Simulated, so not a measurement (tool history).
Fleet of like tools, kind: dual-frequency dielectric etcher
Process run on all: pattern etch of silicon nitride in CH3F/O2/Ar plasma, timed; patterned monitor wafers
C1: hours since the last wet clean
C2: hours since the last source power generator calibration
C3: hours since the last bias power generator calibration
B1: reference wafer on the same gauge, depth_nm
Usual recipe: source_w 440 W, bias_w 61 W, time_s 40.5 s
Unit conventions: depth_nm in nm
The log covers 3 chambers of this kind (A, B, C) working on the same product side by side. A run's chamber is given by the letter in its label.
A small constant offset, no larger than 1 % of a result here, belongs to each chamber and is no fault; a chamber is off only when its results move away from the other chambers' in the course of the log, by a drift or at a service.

run 1B hour=3.4 | source_w=440 bias_w=61 time_s=40.5 | C1=347.2 C2=1651.8 C3=2527.4 | B1=30.084 | depth_nm=27.741
run 2C hour=6.9 | source_w=440 bias_w=61 time_s=40.5 | C1=86.1 C2=1787.1 C3=317.7 | B1=30.111 | depth_nm=27.978
-- hour=7.0 chamber A: wet clean of the chamber
run 3A hour=12.4 | source_w=440 bias_w=61 time_s=40.5 | C1=5.4 C2=1306.5 C3=2231.2 | B1=30.107 | depth_nm=27.872
run 4A hour=15.2 | source_w=440 bias_w=61 time_s=40.5 | C1=8.2 C2=1309.3 C3=2234.0 | B1=30.086 | depth_nm=27.811
run 5C hour=20.6 | source_w=440 bias_w=61 time_s=40.5 | C1=99.8 C2=1800.8 C3=331.4 | B1=30.083 | depth_nm=28.090
run 6B hour=23.5 | source_w=440 bias_w=61 time_s=40.5 | C1=367.3 C2=1671.9 C3=2547.5 | B1=30.097 | depth_nm=27.844
run 7A hour=28.4 | source_w=440 bias_w=61 time_s=40.5 | C1=21.4 C2=1322.5 C3=2247.2 | B1=30.119 | depth_nm=27.761
run 8C hour=31.2 | source_w=440 bias_w=61 time_s=40.5 | C1=110.4 C2=1811.4 C3=342.0 | B1=30.117 | depth_nm=27.976
run 9B hour=35.6 | source_w=400 bias_w=61 time_s=45.0 | C1=379.4 C2=1684.0 C3=2559.6 | B1=30.139 | depth_nm=29.696
run 10A hour=39.6 | source_w=400 bias_w=61 time_s=45.0 | C1=32.6 C2=1333.7 C3=2258.4 | B1=30.094 | depth_nm=29.817
run 11B hour=42.9 | source_w=400 bias_w=61 time_s=45.0 | C1=386.7 C2=1691.3 C3=2566.9 | B1=30.104 | depth_nm=29.653
run 12C hour=48.3 | source_w=440 bias_w=61 time_s=40.5 | C1=127.5 C2=1828.5 C3=359.1 | B1=30.123 | depth_nm=27.942
run 13B hour=51.4 | source_w=440 bias_w=61 time_s=40.5 | C1=395.2 C2=1699.8 C3=2575.4 | B1=30.100 | depth_nm=27.869
run 14C hour=55.7 | source_w=440 bias_w=61 time_s=40.5 | C1=134.9 C2=1835.9 C3=366.5 | B1=30.116 | depth_nm=28.054
run 15A hour=61.5 | source_w=440 bias_w=61 time_s=40.5 | C1=54.5 C2=1355.6 C3=2280.3 | B1=30.107 | depth_nm=27.859
run 16A hour=66.6 | source_w=440 bias_w=61 time_s=40.5 | C1=59.6 C2=1360.7 C3=2285.4 | B1=30.070 | depth_nm=27.939
run 17B hour=71.8 | source_w=360 bias_w=61 time_s=40.5 | C1=415.6 C2=1720.2 C3=2595.8 | B1=30.092 | depth_nm=25.940
run 18C hour=74.7 | source_w=360 bias_w=61 time_s=40.5 | C1=153.9 C2=1854.9 C3=385.5 | B1=30.124 | depth_nm=25.920
run 19A hour=77.6 | source_w=360 bias_w=61 time_s=40.5 | C1=70.6 C2=1371.7 C3=2296.4 | B1=30.121 | depth_nm=25.829
run 20C hour=81.1 | source_w=440 bias_w=61 time_s=40.5 | C1=160.3 C2=1861.3 C3=391.9 | B1=30.112 | depth_nm=27.994
-- hour=83.5 chamber B: wet clean of the chamber
run 21B hour=87.2 | source_w=440 bias_w=61 time_s=40.5 | C1=3.8 C2=1735.6 C3=2611.2 | B1=30.102 | depth_nm=27.905
run 22C hour=90.1 | source_w=440 bias_w=61 time_s=40.5 | C1=169.3 C2=1870.3 C3=400.9 | B1=30.112 | depth_nm=28.042
run 23B hour=94.7 | source_w=440 bias_w=61 time_s=40.5 | C1=11.3 C2=1743.1 C3=2618.7 | B1=30.101 | depth_nm=27.852
run 24A hour=97.7 | source_w=540 bias_w=61 time_s=40.5 | C1=90.7 C2=1391.8 C3=2316.5 | B1=30.095 | depth_nm=30.168
run 25C hour=103.9 | source_w=540 bias_w=61 time_s=40.5 | C1=183.1 C2=1884.1 C3=414.7 | B1=30.095 | depth_nm=30.241
run 26A hour=107.5 | source_w=540 bias_w=61 time_s=40.5 | C1=100.5 C2=1401.6 C3=2326.3 | B1=30.107 | depth_nm=30.122
run 27B hour=111.9 | source_w=500 bias_w=61 time_s=40.5 | C1=28.5 C2=1760.3 C3=2635.9 | B1=30.131 | depth_nm=29.132
run 28C hour=114.7 | source_w=500 bias_w=61 time_s=40.5 | C1=193.9 C2=1894.9 C3=425.5 | B1=30.105 | depth_nm=29.241
run 29A hour=118.5 | source_w=500 bias_w=61 time_s=40.5 | C1=111.5 C2=1412.6 C3=2337.3 | B1=30.109 | depth_nm=29.328
run 30B hour=124.7 | source_w=440 bias_w=61 time_s=40.5 | C1=41.3 C2=1773.1 C3=2648.7 | B1=30.085 | depth_nm=28.015

One chamber off, gauge drift, or nothing amiss beyond the chambers' own small offsets? If it is a chamber, which one, and what is the likeliest cause?

The fleet is healthy, with each chamber sitting at its usual small offset and no drift in the gauge.
